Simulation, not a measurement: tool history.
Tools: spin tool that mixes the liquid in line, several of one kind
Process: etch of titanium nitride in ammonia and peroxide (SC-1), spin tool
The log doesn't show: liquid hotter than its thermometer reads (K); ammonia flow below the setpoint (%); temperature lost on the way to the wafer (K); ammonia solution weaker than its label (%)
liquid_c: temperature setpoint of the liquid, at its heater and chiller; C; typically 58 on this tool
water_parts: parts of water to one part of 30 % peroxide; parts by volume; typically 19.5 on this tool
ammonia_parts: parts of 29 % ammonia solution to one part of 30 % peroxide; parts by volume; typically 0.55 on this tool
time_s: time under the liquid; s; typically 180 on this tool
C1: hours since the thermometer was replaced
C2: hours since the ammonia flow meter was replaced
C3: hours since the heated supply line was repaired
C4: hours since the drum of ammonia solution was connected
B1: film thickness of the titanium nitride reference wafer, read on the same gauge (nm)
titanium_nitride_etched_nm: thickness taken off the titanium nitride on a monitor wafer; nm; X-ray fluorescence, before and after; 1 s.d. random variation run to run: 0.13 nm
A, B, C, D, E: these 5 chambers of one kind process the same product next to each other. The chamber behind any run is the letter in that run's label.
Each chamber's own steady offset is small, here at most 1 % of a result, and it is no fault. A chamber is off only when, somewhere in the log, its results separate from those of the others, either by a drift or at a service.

run 1A hour=2.9 | liquid_c=58 water_parts=19.5 ammonia_parts=0.55 time_s=180 | C1=945.9 C2=2234.7 C3=430.5 C4=242.0 | B1=79.984 | titanium_nitride_etched_nm=21.173
run 2E hour=7.1 | liquid_c=58 water_parts=19.5 ammonia_parts=0.55 time_s=180 | C1=1423.2 C2=267.4 C3=2058.1 C4=423.9 | B1=79.996 | titanium_nitride_etched_nm=21.033
-- hour=11.5 chamber C: thermometer replaced
run 3B hour=11.7 | liquid_c=58 water_parts=19.5 ammonia_parts=0.55 time_s=180 | C1=1135.2 C2=650.1 C3=369.9 C4=585.4 | B1=79.990 | titanium_nitride_etched_nm=21.181
run 4D hour=16.7 | liquid_c=58 water_parts=19.5 ammonia_parts=0.55 time_s=180 | C1=572.8 C2=331.6 C3=1390.4 C4=27.7 | B1=80.016 | titanium_nitride_etched_nm=21.181
run 5C hour=22.4 | liquid_c=58 water_parts=19.5 ammonia_parts=0.55 time_s=180 | C1=10.9 C2=814.5 C3=2006.5 C4=538.2 | B1=80.024 | titanium_nitride_etched_nm=21.071
run 6B hour=26.0 | liquid_c=58 water_parts=19.5 ammonia_parts=0.55 time_s=180 | C1=1149.5 C2=664.4 C3=384.2 C4=599.7 | B1=79.986 | titanium_nitride_etched_nm=21.628
run 7D hour=28.8 | liquid_c=58 water_parts=19.5 ammonia_parts=0.55 time_s=180 | C1=584.9 C2=343.7 C3=1402.5 C4=39.8 | B1=79.986 | titanium_nitride_etched_nm=20.710
run 8C hour=32.8 | liquid_c=58 water_parts=19.5 ammonia_parts=0.55 time_s=180 | C1=21.3 C2=824.9 C3=2016.9 C4=548.6 | B1=79.992 | titanium_nitride_etched_nm=21.173
run 9E hour=36.6 | liquid_c=58 water_parts=19.5 ammonia_parts=0.55 time_s=180 | C1=1452.7 C2=296.9 C3=2087.6 C4=453.4 | B1=80.005 | titanium_nitride_etched_nm=21.167
-- hour=39.2 chamber A: ammonia flow meter replaced
-- hour=40.1 chamber C: new drum of ammonia solution connected
run 10A hour=41.1 | liquid_c=64 water_parts=19.5 ammonia_parts=0.55 time_s=220 | C1=984.1 C2=2.0 C3=468.7 C4=280.2 | B1=80.029 | titanium_nitride_etched_nm=38.308
run 11D hour=46.9 | liquid_c=64 water_parts=19.5 ammonia_parts=0.55 time_s=220 | C1=603.0 C2=361.8 C3=1420.6 C4=57.9 | B1=80.008 | titanium_nitride_etched_nm=38.619
run 12B hour=50.3 | liquid_c=64 water_parts=19.5 ammonia_parts=0.55 time_s=220 | C1=1173.8 C2=688.7 C3=408.5 C4=624.0 | B1=80.018 | titanium_nitride_etched_nm=38.497
run 13C hour=54.5 | liquid_c=64 water_parts=19.5 ammonia_parts=0.55 time_s=220 | C1=43.0 C2=846.6 C3=2038.6 C4=14.4 | B1=79.965 | titanium_nitride_etched_nm=38.042
run 14E hour=60.1 | liquid_c=64 water_parts=19.5 ammonia_parts=0.55 time_s=220 | C1=1476.2 C2=320.4 C3=2111.1 C4=476.9 | B1=80.008 | titanium_nitride_etched_nm=37.928
run 15A hour=64.3 | liquid_c=58 water_parts=19.5 ammonia_parts=0.55 time_s=180 | C1=1007.3 C2=25.2 C3=491.9 C4=303.4 | B1=80.031 | titanium_nitride_etched_nm=21.140
run 16D hour=67.2 | liquid_c=58 water_parts=19.5 ammonia_parts=0.55 time_s=180 | C1=623.3 C2=382.1 C3=1440.9 C4=78.2 | B1=79.988 | titanium_nitride_etched_nm=20.984
run 17A hour=72.6 | liquid_c=58 water_parts=19.5 ammonia_parts=0.55 time_s=180 | C1=1015.6 C2=33.5 C3=500.2 C4=311.7 | B1=79.976 | titanium_nitride_etched_nm=21.317
run 18B hour=76.2 | liquid_c=58 water_parts=19.5 ammonia_parts=0.55 time_s=180 | C1=1199.7 C2=714.6 C3=434.4 C4=649.9 | B1=80.005 | titanium_nitride_etched_nm=21.455
run 19E hour=81.4 | liquid_c=58 water_parts=19.5 ammonia_parts=0.55 time_s=180 | C1=1497.5 C2=341.7 C3=2132.4 C4=498.2 | B1=80.014 | titanium_nitride_etched_nm=20.886
run 20C hour=84.1 | liquid_c=58 water_parts=27.0 ammonia_parts=0.55 time_s=180 | C1=72.6 C2=876.2 C3=2068.2 C4=44.0 | B1=80.024 | titanium_nitride_etched_nm=17.543
run 21D hour=87.0 | liquid_c=58 water_parts=27.0 ammonia_parts=0.55 time_s=180 | C1=643.1 C2=401.9 C3=1460.7 C4=98.0 | B1=79.989 | titanium_nitride_etched_nm=17.600
run 22E hour=93.1 | liquid_c=58 water_parts=27.0 ammonia_parts=0.55 time_s=180 | C1=1509.2 C2=353.4 C3=2144.1 C4=509.9 | B1=79.998 | titanium_nitride_etched_nm=17.693
run 23B hour=98.6 | liquid_c=58 water_parts=27.0 ammonia_parts=0.55 time_s=180 | C1=1222.1 C2=737.0 C3=456.8 C4=672.3 | B1=79.992 | titanium_nitride_etched_nm=17.791
run 24C hour=102.2 | liquid_c=58 water_parts=27.0 ammonia_parts=0.55 time_s=180 | C1=90.7 C2=894.3 C3=2086.3 C4=62.1 | B1=80.027 | titanium_nitride_etched_nm=17.611
run 25A hour=107.4 | liquid_c=58 water_parts=19.5 ammonia_parts=0.55 time_s=180 | C1=1050.4 C2=68.3 C3=535.0 C4=346.5 | B1=79.983 | titanium_nitride_etched_nm=21.467
run 26D hour=112.9 | liquid_c=58 water_parts=19.5 ammonia_parts=0.55 time_s=120 | C1=669.0 C2=427.8 C3=1486.6 C4=123.9 | B1=80.000 | titanium_nitride_etched_nm=14.128
run 27A hour=115.8 | liquid_c=58 water_parts=19.5 ammonia_parts=0.55 time_s=120 | C1=1058.8 C2=76.7 C3=543.4 C4=354.9 | B1=80.010 | titanium_nitride_etched_nm=14.231
run 28C hour=121.1 | liquid_c=58 water_parts=19.5 ammonia_parts=0.55 time_s=120 | C1=109.6 C2=913.2 C3=2105.2 C4=81.0 | B1=79.979 | titanium_nitride_etched_nm=14.068
run 29B hour=124.9 | liquid_c=58 water_parts=19.5 ammonia_parts=0.55 time_s=120 | C1=1248.4 C2=763.3 C3=483.1 C4=698.6 | B1=80.001 | titanium_nitride_etched_nm=14.276
run 30E hour=128.9 | liquid_c=58 water_parts=19.5 ammonia_parts=0.55 time_s=120 | C1=1545.0 C2=389.2 C3=2179.9 C4=545.7 | B1=79.950 | titanium_nitride_etched_nm=14.129
run 31E hour=133.0 | liquid_c=58 water_parts=19.5 ammonia_parts=0.55 time_s=180 | C1=1549.1 C2=393.3 C3=2184.0 C4=549.8 | B1=80.014 | titanium_nitride_etched_nm=21.010
run 32D hour=137.2 | liquid_c=58 water_parts=19.5 ammonia_parts=0.55 time_s=180 | C1=693.3 C2=452.1 C3=1510.9 C4=148.2 | B1=80.010 | titanium_nitride_etched_nm=20.925
run 33B hour=140.9 | liquid_c=58 water_parts=19.5 ammonia_parts=0.70 time_s=140 | C1=1264.4 C2=779.3 C3=499.1 C4=714.6 | B1=79.989 | titanium_nitride_etched_nm=17.248
run 34C hour=146.2 | liquid_c=58 water_parts=19.5 ammonia_parts=0.70 time_s=140 | C1=134.7 C2=938.3 C3=2130.3 C4=106.1 | B1=80.006 | titanium_nitride_etched_nm=17.114
run 35A hour=149.8 | liquid_c=58 water_parts=19.5 ammonia_parts=0.70 time_s=140 | C1=1092.8 C2=110.7 C3=577.4 C4=388.9 | B1=80.001 | titanium_nitride_etched_nm=17.284
run 36A hour=152.5 | liquid_c=58 water_parts=19.5 ammonia_parts=0.70 time_s=140 | C1=1095.5 C2=113.4 C3=580.1 C4=391.6 | B1=79.989 | titanium_nitride_etched_nm=17.196
run 37E hour=158.2 | liquid_c=58 water_parts=19.5 ammonia_parts=0.70 time_s=140 | C1=1574.3 C2=418.5 C3=2209.2 C4=575.0 | B1=80.001 | titanium_nitride_etched_nm=16.977
run 38C hour=163.6 | liquid_c=58 water_parts=19.5 ammonia_parts=0.55 time_s=180 | C1=152.1 C2=955.7 C3=2147.7 C4=123.5 | B1=80.001 | titanium_nitride_etched_nm=21.021
run 39D hour=168.8 | liquid_c=58 water_parts=19.5 ammonia_parts=0.55 time_s=180 | C1=724.9 C2=483.7 C3=1542.5 C4=179.8 | B1=79.998 | titanium_nitride_etched_nm=21.039

For the next run the whole fleet of 5 chambers uses the same settings. Give each chamber's results:
run 40A hour=173.1 | liquid_c=58 water_parts=19.5 ammonia_parts=0.55 time_s=180 | titanium_nitride_etched_nm=?
run 40B hour=173.1 | liquid_c=58 water_parts=19.5 ammonia_parts=0.55 time_s=180 | titanium_nitride_etched_nm=?
run 40C hour=173.1 | liquid_c=58 water_parts=19.5 ammonia_parts=0.55 time_s=180 | titanium_nitride_etched_nm=?
run 40D hour=173.1 | liquid_c=58 water_parts=19.5 ammonia_parts=0.55 time_s=180 | titanium_nitride_etched_nm=?
run 40E hour=173.1 | liquid_c=58 water_parts=19.5 ammonia_parts=0.55 time_s=180 | titanium_nitride_etched_nm=?

run=40A titanium_nitride_etched_nm=21.202
run=40B titanium_nitride_etched_nm=21.290
run=40C titanium_nitride_etched_nm=20.981
run=40D titanium_nitride_etched_nm=20.846
run=40E titanium_nitride_etched_nm=21.130

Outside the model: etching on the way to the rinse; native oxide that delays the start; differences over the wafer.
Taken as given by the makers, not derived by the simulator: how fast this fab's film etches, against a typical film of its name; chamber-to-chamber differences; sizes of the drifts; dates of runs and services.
